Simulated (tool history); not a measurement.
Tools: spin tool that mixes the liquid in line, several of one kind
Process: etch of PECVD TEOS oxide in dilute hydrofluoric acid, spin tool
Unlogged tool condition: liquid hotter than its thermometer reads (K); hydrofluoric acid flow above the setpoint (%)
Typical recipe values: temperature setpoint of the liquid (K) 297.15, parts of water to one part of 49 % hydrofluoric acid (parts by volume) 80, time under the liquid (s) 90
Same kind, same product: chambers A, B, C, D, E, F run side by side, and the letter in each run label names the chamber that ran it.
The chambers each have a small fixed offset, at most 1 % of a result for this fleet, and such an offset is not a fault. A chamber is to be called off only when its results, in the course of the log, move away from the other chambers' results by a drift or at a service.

run	hour	temperature setpoint of the liquid (K)	parts of water to one part of 49 % hydrofluoric acid (parts by volume)	time under the liquid (s)	hours since the thermometer was replaced	hours since the hydrofluoric acid flow meter was replaced	read-back film thickness of the PECVD TEOS oxide reference wafer, read on the same gauge (nm)	thickness taken off the PECVD TEOS oxide on a monitor wafer (Å)
1A	6.0	297.15	80	90	280.1	537.2	119.98	247.87
2B	9.4	297.15	80	90	68.1	1318.6	119.96	246.58
3E	14.0	297.15	80	90	94.4	270.3	119.95	246.80
4C	17.1	297.15	80	90	1320.0	361.0	120.01	245.63
5D	20.2	297.15	80	90	849.5	670.2	119.98	249.23
6F	26.5	297.15	80	90	585.3	115.4	120.00	247.42
7B	33.6	297.15	80	90	92.3	1342.8	120.00	248.52
8F	38.4	297.15	80	90	597.2	127.3	120.01	242.35
9C	43.1	297.15	80	90	1346.0	387.0	119.99	244.40
10D	46.3	297.15	80	90	875.6	696.3	119.99	250.11
11A	53.1	297.15	80	90	327.2	584.3	119.99	247.11
12E	57.1	297.15	80	90	137.5	313.4	120.00	246.00
13C	61.3	297.15	80	90	1364.2	405.2	119.98	249.52
14D	64.7	297.15	80	90	894.0	714.7	120.01	249.23
15A	70.5	297.15	80	90	344.6	601.7	119.97	246.31
16E	77.5	297.15	80	90	157.9	333.8	119.98	250.65
17F	81.9	297.15	80	90	640.7	170.8	120.02	247.85
18B	85.7	297.15	80	90	144.4	1394.9	120.03	247.35
19B	92.7	297.15	80	90	151.4	1401.9	119.97	248.77
20E	97.3	294.65	80	90	177.7	353.6	120.00	222.08
21D	101.3	294.65	80	90	930.6	751.3	119.97	225.43
22A	104.9	294.65	80	90	379.0	636.1	120.01	223.14
23F	109.1	294.65	80	90	667.9	198.0	119.99	226.72
24C	113.9	294.65	80	90	1416.8	457.8	119.98	224.34
25F	119.0	294.65	80	90	677.8	207.9	120.01	223.89
26C	122.3	297.15	80	90	1425.2	466.2	119.98	246.91
27E	126.5	297.15	80	90	206.9	382.8	120.03	245.54
28D	129.9	301.15	50	90	959.2	779.9	119.99	487.62
29B	133.8	301.15	50	90	192.5	1443.0	120.00	473.37
30A	139.0	301.15	50	90	413.1	670.2	120.00	485.89
31D	144.4	301.15	50	90	973.7	794.4	120.02	497.79
32F	147.9	301.15	50	90	706.7	236.8	119.99	487.35
33E	152.1	301.15	50	90	232.5	408.4	119.98	480.42
34A	158.5	297.15	80	90	432.6	689.7	120.03	247.24
35C	161.7	297.15	80	90	1464.6	505.6	120.00	246.23
36B	168.4	297.15	80	90	227.1	1477.6	120.02	244.50
37C	173.9	297.15	80	90	1476.8	517.8	120.01	246.02

Is one chamber off against the others, does the gauge drift, or is nothing wrong? If a chamber is off, say which, and what the likeliest cause is.

Nothing is wrong: each chamber keeps only its own small, steady offset and the gauge holds still.

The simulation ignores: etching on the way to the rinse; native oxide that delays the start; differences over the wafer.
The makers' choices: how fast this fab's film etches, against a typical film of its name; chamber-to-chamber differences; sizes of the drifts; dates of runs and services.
